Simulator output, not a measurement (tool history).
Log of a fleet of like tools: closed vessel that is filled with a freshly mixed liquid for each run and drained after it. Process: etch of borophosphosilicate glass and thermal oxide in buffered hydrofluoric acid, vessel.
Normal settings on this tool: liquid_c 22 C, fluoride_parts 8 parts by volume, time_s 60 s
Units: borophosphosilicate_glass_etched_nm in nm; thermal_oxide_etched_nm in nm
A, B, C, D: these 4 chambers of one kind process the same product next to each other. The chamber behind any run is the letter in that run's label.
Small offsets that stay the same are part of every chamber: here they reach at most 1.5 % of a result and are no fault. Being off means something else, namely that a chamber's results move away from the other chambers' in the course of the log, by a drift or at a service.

run,day,liquid_c,fluoride_parts,time_s,"read-back film thickness of the borophosphosilicate glass reference wafer, read on the same gauge (nm)","read-back film thickness of the thermal oxide reference wafer, read on the same gauge (nm)",borophosphosilicate_glass_etched_nm,thermal_oxide_etched_nm
1B,0.438,22,8,60,120,149.99,120.01,77.862
2A,0.796,22,8,60,120.01,150,117.2,77.204
3C,1.071,22,8,60,120.03,149.99,116.7,76.657
4D,1.454,22,8,60,120,150.02,117.93,76.116
5D,1.7,22,8,60,119.97,149.99,117,76.985
6C,2.058,22,8,60,119.98,150.01,117.08,77.189
7B,2.283,22,8,60,119.98,150.01,119.62,79.379
8A,2.733,22,8,85,120,150.01,166.2,113.64
9D,3.054,22,8,85,120,149.99,167,108.16
10C,3.262,22,8,85,120.01,149.98,170.02,109.47
11A,3.646,22,8,85,120,149.99,167.79,111.52
12B,3.875,24,9.5,60,120,150.01,113.85,74.254
# day 3.942: chamber D: hydrofluoric acid flow meter replaced
13B,4.333,24,9.5,60,120,150.01,113.95,74.212
14C,4.65,24,9.5,60,119.99,150,112.63,72.288
15D,4.871,24,9.5,60,120.01,150.01,113.64,73.4
16A,5.308,22,8,60,119.97,150.02,117.69,79.673
17A,5.754,22,8,60,119.99,149.99,116.87,77.176
18D,6.104,22,5.5,60,119.97,149.99,169.27,112.18
19B,6.562,22,5.5,60,119.99,150,169.37,110.86
20C,6.833,22,5.5,60,119.98,149.98,171.1,107.26
# day 7.096: chamber C: thermometer replaced
21B,7.125,22,5.5,60,119.99,150.02,170.56,112.23
22C,7.542,22,8,60,119.99,150,117.87,76.79
23D,7.904,22,8,75,120,150,147.74,94.465
24A,8.167,22,8,75,119.98,150.01,147.52,97.355

What goes on in this fleet: one chamber off, a drifting gauge, or nothing beyond the chambers' own small offsets? Name the chamber and the cause, if any.

Nothing is wrong: each chamber keeps only its own small, steady offset and the gauge holds still.
